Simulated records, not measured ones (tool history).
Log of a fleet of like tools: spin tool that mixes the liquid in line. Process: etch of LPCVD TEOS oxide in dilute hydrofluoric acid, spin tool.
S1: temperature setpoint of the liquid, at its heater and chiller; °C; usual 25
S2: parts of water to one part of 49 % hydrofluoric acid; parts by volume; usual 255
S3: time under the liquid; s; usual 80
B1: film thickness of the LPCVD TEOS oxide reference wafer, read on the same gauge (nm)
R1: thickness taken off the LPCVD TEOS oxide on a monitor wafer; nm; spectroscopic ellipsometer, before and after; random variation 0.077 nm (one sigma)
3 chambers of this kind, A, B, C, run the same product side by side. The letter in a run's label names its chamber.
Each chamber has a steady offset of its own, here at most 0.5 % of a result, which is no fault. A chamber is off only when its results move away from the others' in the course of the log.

run   hour    S1   S2   S3      B1      R1
 1A   12.1    25  255   80  70.004  9.0765
 2C   20.3    25  255   80  69.992  9.1007
 3B   33.4    25  255   80  70.004   9.438
        34  -- chamber A: thermometer replaced
 4C     47    25  255   80   70.03  9.1417
 5B   57.8    25  255   80  69.991  9.3661
      70.1  -- chamber C: thermometer replaced
 6A   70.6    25  255   80  70.008  9.0938
 7B   83.8    25  255   80  70.017  9.1057
 8C   93.4    25  255   80  69.999  9.0587
 9A  104.6    25  255   55  70.012  6.3063
10A  118.5    25  255   55  69.994  6.2901
11C  130.4    25  255   55  69.991  6.3146
12B  141.6    25  255   80  70.004  9.2312
     151.9  -- chamber C: hydrofluoric acid flow meter replaced
13B  152.8    25  255   80  70.007  9.2044
     158.2  -- chamber A: hydrofluoric acid flow meter replaced
14C  163.2    25  255   80   69.96   9.182
15A  175.3    25  255   80  69.991   9.254
16B  183.7    25  255   80  69.988  8.9614
17C    196    25  255   80  70.007  9.2189
18A  207.6    25  255   80  69.984  9.3043
19C    216    25  255  125  69.995   14.34
20B  227.7    25  255  125  70.018  13.759
21A  234.9    25  255  125  69.989  14.159
22C    245    25  255   80  69.994  9.2197
23B  260.3    25  255  125  70.013   13.69
24A  268.1    25  255  125  69.995  14.415
25C    277    25  255  125   69.99  14.404
26B  285.7    25  255   80  70.005  8.6132
27A  294.1    25  255   80  70.005  9.3543
28B    304    25  255   80   69.98  8.7172
29A  312.1  22.5  335   80  69.989  5.9347

All 3 chambers run these settings next. Forecast each chamber's results:
30A  323.2  25  255  35       ?
30B  323.2  25  255  35       ?
30C  323.2  25  255  35       ?

run      R1
30A   3.969
30B  3.7825
30C  4.0035
